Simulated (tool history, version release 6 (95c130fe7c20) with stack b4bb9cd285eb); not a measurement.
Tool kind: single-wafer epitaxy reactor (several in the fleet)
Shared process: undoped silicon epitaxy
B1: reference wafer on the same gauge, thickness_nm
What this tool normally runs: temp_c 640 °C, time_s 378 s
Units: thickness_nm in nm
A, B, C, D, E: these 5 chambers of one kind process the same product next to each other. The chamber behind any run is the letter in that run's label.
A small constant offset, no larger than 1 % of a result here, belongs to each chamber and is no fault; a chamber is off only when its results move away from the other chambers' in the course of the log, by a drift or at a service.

run 1A hour=4.6 | temp_c=640 time_s=378 | B1=51.225 | thickness_nm=50.681
run 2B hour=7.8 | temp_c=640 time_s=378 | B1=51.194 | thickness_nm=50.966
run 3C hour=11.6 | temp_c=640 time_s=378 | B1=51.199 | thickness_nm=50.657
run 4E hour=18.1 | temp_c=640 time_s=378 | B1=51.247 | thickness_nm=50.735
run 5D hour=23.9 | temp_c=640 time_s=378 | B1=51.184 | thickness_nm=50.58
run 6C hour=27 | temp_c=640 time_s=378 | B1=51.123 | thickness_nm=50.55
run 7E hour=32.6 | temp_c=640 time_s=378 | B1=51.228 | thickness_nm=50.976
run 8A hour=37.2 | temp_c=640 time_s=378 | B1=51.152 | thickness_nm=50.921
run 9D hour=42.4 | temp_c=640 time_s=403 | B1=51.255 | thickness_nm=53.956
run 10B hour=45.3 | temp_c=640 time_s=403 | B1=51.184 | thickness_nm=54.109
run 11B hour=49.4 | temp_c=640 time_s=403 | B1=51.211 | thickness_nm=54.579
-- hour=49.9 chamber C: pyrometer calibrated
run 12E hour=53 | temp_c=640 time_s=403 | B1=51.23 | thickness_nm=53.869
run 13C hour=56.1 | temp_c=640 time_s=403 | B1=51.214 | thickness_nm=51.552
run 14D hour=60 | temp_c=629 time_s=346 | B1=51.232 | thickness_nm=35.924
run 15A hour=64.4 | temp_c=629 time_s=346 | B1=51.193 | thickness_nm=36.169
run 16E hour=68.2 | temp_c=629 time_s=346 | B1=51.208 | thickness_nm=36.278
run 17D hour=72.7 | temp_c=629 time_s=346 | B1=51.177 | thickness_nm=35.863
run 18A hour=76.1 | temp_c=629 time_s=346 | B1=51.174 | thickness_nm=36.436
run 19B hour=81.3 | temp_c=640 time_s=378 | B1=51.163 | thickness_nm=51.222
run 20C hour=85.3 | temp_c=640 time_s=378 | B1=51.197 | thickness_nm=48.019
run 21C hour=88.4 | temp_c=640 time_s=378 | B1=51.176 | thickness_nm=47.96
run 22A hour=92.7 | temp_c=640 time_s=378 | B1=51.203 | thickness_nm=51.006
run 23D hour=98.7 | temp_c=640 time_s=378 | B1=51.157 | thickness_nm=50.722
run 24E hour=103.6 | temp_c=640 time_s=378 | B1=51.189 | thickness_nm=50.855
run 25B hour=108.4 | temp_c=640 time_s=378 | B1=51.182 | thickness_nm=51.29
run 26E hour=114.3 | temp_c=629 time_s=352 | B1=51.163 | thickness_nm=36.754
run 27C hour=120.3 | temp_c=629 time_s=352 | B1=51.239 | thickness_nm=35.063
run 28D hour=124.4 | temp_c=629 time_s=352 | B1=51.212 | thickness_nm=36.461
run 29A hour=127.2 | temp_c=629 time_s=352 | B1=51.246 | thickness_nm=36.965
run 30B hour=130.9 | temp_c=629 time_s=352 | B1=51.123 | thickness_nm=37.243
run 31E hour=137.2 | temp_c=650 time_s=434 | B1=51.203 | thickness_nm=72.222
run 32C hour=140.8 | temp_c=650 time_s=434 | B1=51.244 | thickness_nm=69.571
run 33A hour=144.7 | temp_c=650 time_s=434 | B1=51.15 | thickness_nm=72.614
run 34D hour=149 | temp_c=650 time_s=434 | B1=51.187 | thickness_nm=72.694

All chambers now run identical settings, listed one chamber a line with results as question marks. What results will each chamber show?
run 35A hour=153.7 | temp_c=640 time_s=378 | thickness_nm=?
run 35B hour=153.7 | temp_c=640 time_s=378 | thickness_nm=?
run 35C hour=153.7 | temp_c=640 time_s=378 | thickness_nm=?
run 35D hour=153.7 | temp_c=640 time_s=378 | thickness_nm=?
run 35E hour=153.7 | temp_c=640 time_s=378 | thickness_nm=?

run=35A thickness_nm=50.719
run=35B thickness_nm=51.225
run=35C thickness_nm=48.188
run=35D thickness_nm=50.391
run=35E thickness_nm=50.506

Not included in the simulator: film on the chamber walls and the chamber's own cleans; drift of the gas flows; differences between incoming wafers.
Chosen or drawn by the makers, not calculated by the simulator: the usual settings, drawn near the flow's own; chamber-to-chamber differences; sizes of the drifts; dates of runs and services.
